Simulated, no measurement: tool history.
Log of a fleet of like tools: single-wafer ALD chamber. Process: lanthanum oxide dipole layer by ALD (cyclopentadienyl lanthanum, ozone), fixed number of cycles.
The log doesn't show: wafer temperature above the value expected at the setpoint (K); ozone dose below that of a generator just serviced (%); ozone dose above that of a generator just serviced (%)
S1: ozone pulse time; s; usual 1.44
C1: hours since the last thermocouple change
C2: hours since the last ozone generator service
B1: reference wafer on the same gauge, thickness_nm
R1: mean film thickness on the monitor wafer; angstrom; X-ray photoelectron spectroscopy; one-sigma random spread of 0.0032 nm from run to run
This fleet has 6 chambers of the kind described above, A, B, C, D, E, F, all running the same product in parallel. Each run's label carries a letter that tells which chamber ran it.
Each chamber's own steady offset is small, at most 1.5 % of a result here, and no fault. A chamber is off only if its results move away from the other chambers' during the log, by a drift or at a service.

run,hour,S1,C1,C2,B1,R1
1F,5.4,1.44,80.0,915.5,0.54201,5.4064
2C,11.7,1.44,695.6,263.7,0.54215,5.4241
# hour 15.3: chamber A: thermocouple changed; heater temperature recalibrated
3E,18.5,1.44,1256.0,1108.0,0.54256,5.5072
4B,25.5,1.44,473.0,461.6,0.54215,5.4248
5D,29.8,1.44,1399.0,54.4,0.54227,5.4454
6A,35.4,0.88,20.1,168.6,0.54245,4.7336
7D,39.3,0.88,1408.5,63.9,0.54175,4.8291
8F,44.3,0.88,118.9,954.4,0.54174,4.7124
9C,50.5,0.88,734.4,302.5,0.54140,4.7425
10A,53.6,0.88,38.3,186.8,0.54283,4.8221
11E,59.6,0.88,1297.1,1149.1,0.54252,4.8027
12B,64.7,1.44,512.2,500.8,0.54223,5.3740
13E,68.4,1.44,1305.9,1157.9,0.54186,5.4667
14B,72.0,1.44,519.5,508.1,0.54190,5.3632
15D,75.2,1.64,1444.4,99.8,0.54258,5.5584
16A,81.8,1.64,66.5,215.0,0.54185,5.6350
17C,88.3,1.64,772.2,340.3,0.54206,5.5134
18F,92.5,1.64,167.1,1002.6,0.54302,5.5227
19F,98.5,1.64,173.1,1008.6,0.54154,5.4876
# hour 98.8: chamber F: ozone generator serviced
20E,104.1,1.64,1341.6,1193.6,0.54266,5.6220
21A,109.0,1.44,93.7,242.2,0.54218,5.4582
22D,113.9,1.44,1483.1,138.5,0.54214,5.4887
23C,117.7,1.76,801.6,369.7,0.54155,5.5294
24B,122.9,1.76,570.4,559.0,0.54218,5.5619
25C,129.2,1.76,813.1,381.2,0.54198,5.4478
26A,136.0,1.76,120.7,269.2,0.54229,5.6307
27E,141.6,1.76,1379.1,1231.1,0.54231,5.6865
28F,148.5,1.76,223.1,49.8,0.54155,5.5488
29D,153.4,1.44,1522.6,178.0,0.54225,5.4589
30B,158.3,1.44,605.8,594.4,0.54212,5.4209
31B,161.4,1.44,608.9,597.5,0.54135,5.4147
32E,167.4,1.44,1404.9,1256.9,0.54201,5.4735
33D,172.3,1.44,1541.5,196.9,0.54210,5.4807
34F,176.3,1.44,250.9,77.6,0.54131,5.3969
35C,182.5,1.15,866.4,434.5,0.54176,4.7016
36A,187.8,1.15,172.5,321.0,0.54155,5.1785
37A,194.3,1.15,179.0,327.5,0.54228,5.2073

The same settings go to every chamber for the next run, one line per chamber below. Forecast the results for each:
38A,199.4,1.17,,,,?
38B,199.4,1.17,,,,?
38C,199.4,1.17,,,,?
38D,199.4,1.17,,,,?
38E,199.4,1.17,,,,?
38F,199.4,1.17,,,,?

run,R1
38A,5.1758
38B,5.1383
38C,4.7242
38D,5.2672
38E,5.2374
38F,5.2352

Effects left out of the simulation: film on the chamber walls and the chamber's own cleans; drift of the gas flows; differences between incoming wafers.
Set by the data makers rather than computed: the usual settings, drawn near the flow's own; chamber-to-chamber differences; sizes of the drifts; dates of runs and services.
